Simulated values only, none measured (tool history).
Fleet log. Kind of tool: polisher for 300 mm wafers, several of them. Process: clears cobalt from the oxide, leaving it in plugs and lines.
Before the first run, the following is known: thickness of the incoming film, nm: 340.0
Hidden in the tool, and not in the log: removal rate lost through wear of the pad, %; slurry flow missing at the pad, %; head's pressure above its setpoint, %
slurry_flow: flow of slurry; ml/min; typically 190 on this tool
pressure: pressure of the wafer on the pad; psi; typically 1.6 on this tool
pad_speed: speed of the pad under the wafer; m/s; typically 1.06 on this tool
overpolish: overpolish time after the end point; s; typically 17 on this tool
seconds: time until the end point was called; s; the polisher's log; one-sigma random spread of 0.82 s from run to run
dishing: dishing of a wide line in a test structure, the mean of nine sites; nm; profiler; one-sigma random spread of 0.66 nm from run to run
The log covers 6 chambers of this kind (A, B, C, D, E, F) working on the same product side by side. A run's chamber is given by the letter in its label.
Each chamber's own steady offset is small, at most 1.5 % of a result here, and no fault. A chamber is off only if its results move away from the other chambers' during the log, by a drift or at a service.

run	day	slurry_flow	pressure	pad_speed	overpolish	wafers polished on this pad	hours since the slurry nozzle was cleaned	hours since the head pressure was calibrated	seconds	dishing
# day 0.025: chamber B: slurry nozzle cleaned
1A	0.471	190	1.6	1.06	17	1229	129.3	108.8	70.942	53.193
2F	0.729	190	1.6	1.06	17	349	180	695.9	69.306	52.046
# day 1.083: chamber D: worn pad replaced by a new one
3C	1.138	190	1.6	1.06	17	368	88.8	342.3	70.608	52.981
# day 1.221: chamber A: worn pad replaced by a new one
4D	1.392	190	1.6	1.06	17	41	117.5	1123	69.614	52.468
# day 1.788: chamber B: head pressure recalibrated
5B	1.892	190	1.6	1.06	17	795	44.8	2.6	69.323	53.32
# day 1.929: chamber B: worn pad replaced by a new one
# day 1.954: chamber C: head pressure recalibrated
6E	2.417	190	1.6	1.06	17	1221	551.8	388.2	71.003	52.533
7E	2.779	190	1.6	1.06	17	1269	560.5	396.9	69.744	52.672
# day 3.088: chamber E: head pressure recalibrated
8D	3.171	190	1.6	1.06	17	277	160.2	1165.7	69.699	52.725
# day 3.367: chamber E: worn pad replaced by a new one
9B	3.592	210	1.9	1.06	17	221	85.6	43.4	58.077	58.267
# day 3.912: chamber F: worn pad replaced by a new one
10A	4.096	210	1.9	1.06	17	382	216.3	195.8	57.622	58.188
11C	4.542	210	1.9	1.06	17	822	170.5	62.2	57.594	59.443
12F	4.912	210	1.9	1.06	17	133	280.4	796.3	56.506	59.499
13F	5.338	210	1.9	1.06	17	190	290.6	806.5	56.231	58.771
# day 5.633: chamber C: worn pad replaced by a new one
14C	5.762	210	1.9	1.06	17	17	199.8	91.5	58.47	59.715
15E	6.179	190	1.6	1.06	17	374	642.1	74.2	70.018	52.168
16B	6.617	150	1.6	1.06	17	624	158.2	116	71.671	53.418
17D	6.9	150	1.6	1.06	17	774	249.7	1255.2	73.193	51.037
18A	7.171	150	1.6	1.06	17	791	290.1	269.6	71.386	52.499
# day 7.488: chamber D: worn pad replaced by a new one
19E	7.517	150	1.6	1.06	17	552	674.2	106.3	72.869	51.863
20C	7.892	150	1.6	1.06	17	300	250.9	142.6	71.707	51.142
# day 8.354: chamber B: worn pad replaced by a new one
21A	8.367	150	1.6	1.06	17	951	318.8	298.3	72.299	52.606
22D	8.817	190	2.1	0.92	17	177	295.7	1301.2	61.3	56.046
23B	9.2	190	2.1	0.92	17	113	220.2	178	61.446	57.512
24F	9.746	190	2.1	0.92	17	776	396.4	912.3	57.455	59.048
# day 9.8: chamber A: slurry nozzle cleaned
# day 9.925: chamber F: worn pad replaced by a new one
25D	10.275	190	2.1	0.92	17	371	330.7	1336.2	61.489	57.476
26E	10.575	190	2.1	0.92	17	959	747.6	179.7	62.619	55.784
27F	11.088	190	2.1	0.92	17	154	428.6	944.5	59.069	58.598
# day 11.304: chamber D: slurry nozzle cleaned
28B	11.408	190	1.6	1.06	17	406	273.2	231	70.234	53.172
# day 11.446: chamber C: slurry nozzle cleaned
# day 11.488: chamber B: slurry nozzle cleaned
29A	11.696	190	1.6	1.06	17	1394	45.5	378.2	68.533	52.962
# day 11.738: chamber A: worn pad replaced by a new one
30C	12.004	210	1.6	1.06	21	848	13.5	241.3	70.178	59.649
31D	12.5	210	1.6	1.06	21	667	28.8	1389.6	70.526	60.543
32B	12.929	210	1.6	1.06	21	609	34.7	267.5	69.057	60.516
33E	13.204	210	1.6	1.06	21	1309	810.7	242.8	68.493	59.148
34F	13.758	210	1.6	1.06	21	510	492.7	1008.6	64.674	61.622
# day 14.196: chamber D: worn pad replaced by a new one
# day 14.262: chamber E: worn pad replaced by a new one
35A	14.267	210	1.6	1.06	21	336	107.2	439.9	68.617	60.441
# day 14.458: chamber B: worn pad replaced by a new one
36C	14.708	190	1.6	1.06	17	1207	78.4	306.2	69.247	53.001
# day 14.971: chamber C: worn pad replaced by a new one
37E	15.083	190	1.6	1.06	17	109	855.8	287.9	70.666	52.534
38B	15.492	190	1.6	1.06	17	137	96.2	329	70.838	53.889
39A	15.95	190	1.6	1.06	17	560	147.6	480.3	68.766	54.269
# day 16.108: chamber F: worn pad replaced by a new one
# day 16.146: chamber C: head pressure recalibrated
# day 16.467: chamber D: head pressure recalibrated
40F	16.521	190	1.6	1.06	17	55	559	1074.9	63.059	56.201
41C	16.862	190	1.6	1.06	17	251	130.1	17.2	69.411	53.296
42D	17.388	190	1.6	1.06	17	425	146.1	22.2	70.345	52.888
43C	17.671	190	1.6	1.06	17	359	149.5	36.6	69.952	53.782

All chambers now run identical settings, listed one chamber a line with results as question marks. What results will each chamber show?
44A	18.083	190	1.6	1.06	17				?	?
44B	18.083	190	1.6	1.06	17				?	?
44C	18.083	190	1.6	1.06	17				?	?
44D	18.083	190	1.6	1.06	17				?	?
44E	18.083	190	1.6	1.06	17				?	?
44F	18.083	190	1.6	1.06	17				?	?

run	seconds	dishing
44A	69.618	53.417
44B	68.18	52.701
44C	70.077	52.68
44D	69.966	52.471
44E	70.031	52.062
44F	63.098	56.456
